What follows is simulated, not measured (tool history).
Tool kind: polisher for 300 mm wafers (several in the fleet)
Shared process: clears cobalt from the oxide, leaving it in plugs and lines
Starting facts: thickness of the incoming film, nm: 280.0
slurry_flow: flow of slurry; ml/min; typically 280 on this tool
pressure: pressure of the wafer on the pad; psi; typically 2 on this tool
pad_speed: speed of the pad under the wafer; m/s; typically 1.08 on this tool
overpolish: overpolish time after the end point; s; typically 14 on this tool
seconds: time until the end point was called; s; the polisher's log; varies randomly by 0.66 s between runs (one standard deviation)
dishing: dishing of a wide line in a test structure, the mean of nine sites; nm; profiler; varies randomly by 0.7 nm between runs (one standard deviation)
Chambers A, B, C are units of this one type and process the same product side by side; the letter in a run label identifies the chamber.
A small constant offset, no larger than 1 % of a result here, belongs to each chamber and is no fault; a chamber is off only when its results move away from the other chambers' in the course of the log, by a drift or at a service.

Run 1B, hour 6.6: usual settings. Result: seconds 55.693 s, dishing 38.587 nm.
At hour 13.9: chamber B: worn pad replaced by a new one.
Run 2A, hour 14.8: usual settings. Result: seconds 56.281 s, dishing 37.352 nm.
Run 3C, hour 22.9: usual settings. Result: seconds 55.562 s, dishing 39.302 nm.
At hour 28: chamber A: worn pad replaced by a new one.
Run 4B, hour 32.2: usual settings. Result: seconds 54.954 s, dishing 38.33 nm.
At hour 36.8: chamber C: head pressure recalibrated.
Run 5C, hour 39.9: usual settings. Result: seconds 56.05 s, dishing 37.679 nm.
Run 6A, hour 49.9: usual settings. Result: seconds 56.079 s, dishing 36.828 nm.
Run 7C, hour 57.2: usual settings but pad_speed 0.78 m/s. Result: seconds 75.893 s, dishing 31.551 nm.
Run 8B, hour 62.8: usual settings but pad_speed 0.78 m/s. Result: seconds 77.41 s, dishing 32.826 nm.
At hour 68.7: chamber C: worn pad replaced by a new one.
Run 9A, hour 71.3: usual settings but pad_speed 0.78 m/s. Result: seconds 75.898 s, dishing 32.623 nm.
At hour 76.3: chamber B: worn pad replaced by a new one.
Run 10B, hour 77.5: usual settings. Result: seconds 56.727 s, dishing 38.732 nm.
At hour 77.9: chamber B: slurry nozzle cleaned.
At hour 79.6: chamber A: worn pad replaced by a new one.
Run 11A, hour 86.3: usual settings. Result: seconds 55.475 s, dishing 38.458 nm.
Run 12C, hour 93.3: usual settings. Result: seconds 56.297 s, dishing 37.929 nm.
Run 13C, hour 103.7: usual settings. Result: seconds 55.574 s, dishing 38.899 nm.
Run 14B, hour 110: usual settings. Result: seconds 53.305 s, dishing 39.347 nm.
Run 15A, hour 119.9: usual settings. Result: seconds 55.634 s, dishing 37.985 nm.
At hour 130.4: chamber A: worn pad replaced by a new one.
Run 16B, hour 130.7: usual settings. Result: seconds 53.656 s, dishing 37.77 nm.
At hour 132.8: chamber C: worn pad replaced by a new one.
Run 17C, hour 138.1: usual settings. Result: seconds 55.206 s, dishing 38.678 nm.
Run 18A, hour 148.8: usual settings. Result: seconds 55.367 s, dishing 38.052 nm.
At hour 150.4: chamber B: worn pad replaced by a new one.
Run 19A, hour 159.2: usual settings. Result: seconds 56.477 s, dishing 38.446 nm.
Run 20C, hour 169.8: usual settings but slurry_flow 185 ml/min, pressure 1.7 psi. Result: seconds 67.957 s, dishing 34.147 nm.
At hour 175.7: chamber A: worn pad replaced by a new one.
Run 21B, hour 179.4: usual settings but slurry_flow 185 ml/min, pressure 1.7 psi. Result: seconds 64.303 s, dishing 35.508 nm.
Run 22A, hour 189.7: usual settings but slurry_flow 185 ml/min, pressure 1.7 psi. Result: seconds 68.561 s, dishing 34.541 nm.
Run 23C, hour 194.6: usual settings. Result: seconds 56.203 s, dishing 38.074 nm.
At hour 195: chamber C: slurry nozzle cleaned.
At hour 198.7: chamber C: worn pad replaced by a new one.
Run 24B, hour 199.5: usual settings. Result: seconds 51.105 s, dishing 40.261 nm.
Run 25B, hour 210.3: usual settings. Result: seconds 50.655 s, dishing 39.9 nm.
Run 26C, hour 218.8: usual settings. Result: seconds 55.536 s, dishing 36.941 nm.
Run 27A, hour 226.3: usual settings. Result: seconds 54.645 s, dishing 37.988 nm.
Run 28C, hour 233.2: usual settings. Result: seconds 54.974 s, dishing 37.03 nm.

Each of the 3 chambers runs these same settings next. Fill in every chamber's results:
Run 29A, hour 240.9: usual settings. Result: seconds ?, dishing ?.
Run 29B, hour 240.9: usual settings. Result: seconds ?, dishing ?.
Run 29C, hour 240.9: usual settings. Result: seconds ?, dishing ?.

run  seconds  dishing
29A   57.033   38.388
29B   50.982   38.209
29C   55.529   37.357

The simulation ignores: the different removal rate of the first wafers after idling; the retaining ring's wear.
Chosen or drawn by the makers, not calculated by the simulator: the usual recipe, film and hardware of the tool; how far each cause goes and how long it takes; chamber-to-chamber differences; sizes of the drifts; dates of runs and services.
